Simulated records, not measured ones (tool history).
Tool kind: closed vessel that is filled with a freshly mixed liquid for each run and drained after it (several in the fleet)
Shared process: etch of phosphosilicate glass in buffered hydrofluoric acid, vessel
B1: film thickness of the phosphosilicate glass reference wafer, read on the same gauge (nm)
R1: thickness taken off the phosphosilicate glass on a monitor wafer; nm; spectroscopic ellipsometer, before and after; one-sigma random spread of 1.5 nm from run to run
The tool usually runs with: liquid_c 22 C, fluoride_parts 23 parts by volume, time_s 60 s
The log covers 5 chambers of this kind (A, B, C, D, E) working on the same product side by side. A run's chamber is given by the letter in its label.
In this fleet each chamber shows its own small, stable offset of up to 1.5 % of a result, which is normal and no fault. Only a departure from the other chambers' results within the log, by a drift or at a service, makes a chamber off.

Run 1E, day 0.538: usual settings; B1 149.98. Result: R1 208.32 nm.
Run 2A, day 0.904: usual settings; B1 149.98. Result: R1 209 nm.
Run 3D, day 1.238: usual settings; B1 150. Result: R1 205.01 nm.
Run 4B, day 1.783: usual settings; B1 150. Result: R1 203.78 nm.
Run 5C, day 2.292: usual settings; B1 150.01. Result: R1 203.15 nm.
Run 6E, day 2.758: usual settings; B1 149.98. Result: R1 203.84 nm.
Run 7B, day 3.029: usual settings; B1 149.99. Result: R1 203.41 nm.
Run 8A, day 3.488: usual settings; B1 150.02. Result: R1 204.43 nm.
Run 9D, day 3.875: usual settings; B1 150. Result: R1 203.97 nm.
Run 10C, day 4.375: usual settings but liquid_c 18 C, time_s 35 s; B1 150.04. Result: R1 95.529 nm.
Run 11A, day 4.725: usual settings but liquid_c 18 C, time_s 35 s; B1 150. Result: R1 94.477 nm.
Run 12C, day 5.108: usual settings but liquid_c 18 C, time_s 35 s; B1 150. Result: R1 94.848 nm.
Run 13B, day 5.55: usual settings but liquid_c 18 C, time_s 35 s; B1 149.98. Result: R1 94.536 nm.
Run 14E, day 5.958: usual settings but liquid_c 18 C, time_s 35 s; B1 149.97. Result: R1 96.188 nm.
Run 15D, day 6.479: usual settings; B1 150.01. Result: R1 204.93 nm.
Run 16B, day 6.896: usual settings; B1 150.01. Result: R1 202.53 nm.
Run 17A, day 7.408: usual settings; B1 150.02. Result: R1 208.08 nm.
Run 18C, day 7.671: usual settings; B1 150.01. Result: R1 206.74 nm.
Run 19D, day 7.921: usual settings but liquid_c 25.5 C; B1 149.99. Result: R1 246.53 nm.
Run 20E, day 8.158: usual settings but liquid_c 25.5 C; B1 150. Result: R1 247.8 nm.
Run 21A, day 8.571: usual settings but liquid_c 25.5 C; B1 150. Result: R1 250.36 nm.
Run 22C, day 9.067: usual settings but liquid_c 25.5 C; B1 150. Result: R1 251.85 nm.
Run 23D, day 9.379: usual settings but liquid_c 25.5 C; B1 150.02. Result: R1 250.22 nm.
Run 24B, day 9.825: usual settings; B1 150.01. Result: R1 195.86 nm.
Run 25E, day 10.183: usual settings; B1 149.99. Result: R1 205.98 nm.
Run 26E, day 10.579: usual settings; B1 150.01. Result: R1 205.69 nm.
Run 27B, day 11.004: usual settings; B1 150.02. Result: R1 195.34 nm.
Run 28C, day 11.512: usual settings; B1 150. Result: R1 206.62 nm.
Run 29D, day 12.062: usual settings; B1 150.02. Result: R1 206.06 nm.
Run 30A, day 12.488: usual settings; B1 150.01. Result: R1 206.67 nm.

Each of the 5 chambers runs these same settings next. Fill in every chamber's results:
Run 31A, day 12.883: usual settings but liquid_c 19 C. Result: R1 ?.
Run 31B, day 12.883: usual settings but liquid_c 19 C. Result: R1 ?.
Run 31C, day 12.883: usual settings but liquid_c 19 C. Result: R1 ?.
Run 31D, day 12.883: usual settings but liquid_c 19 C. Result: R1 ?.
Run 31E, day 12.883: usual settings but liquid_c 19 C. Result: R1 ?.

run      R1
31A  173.32
31B  163.34
31C  173.23
31D  174.98
31E  171.84
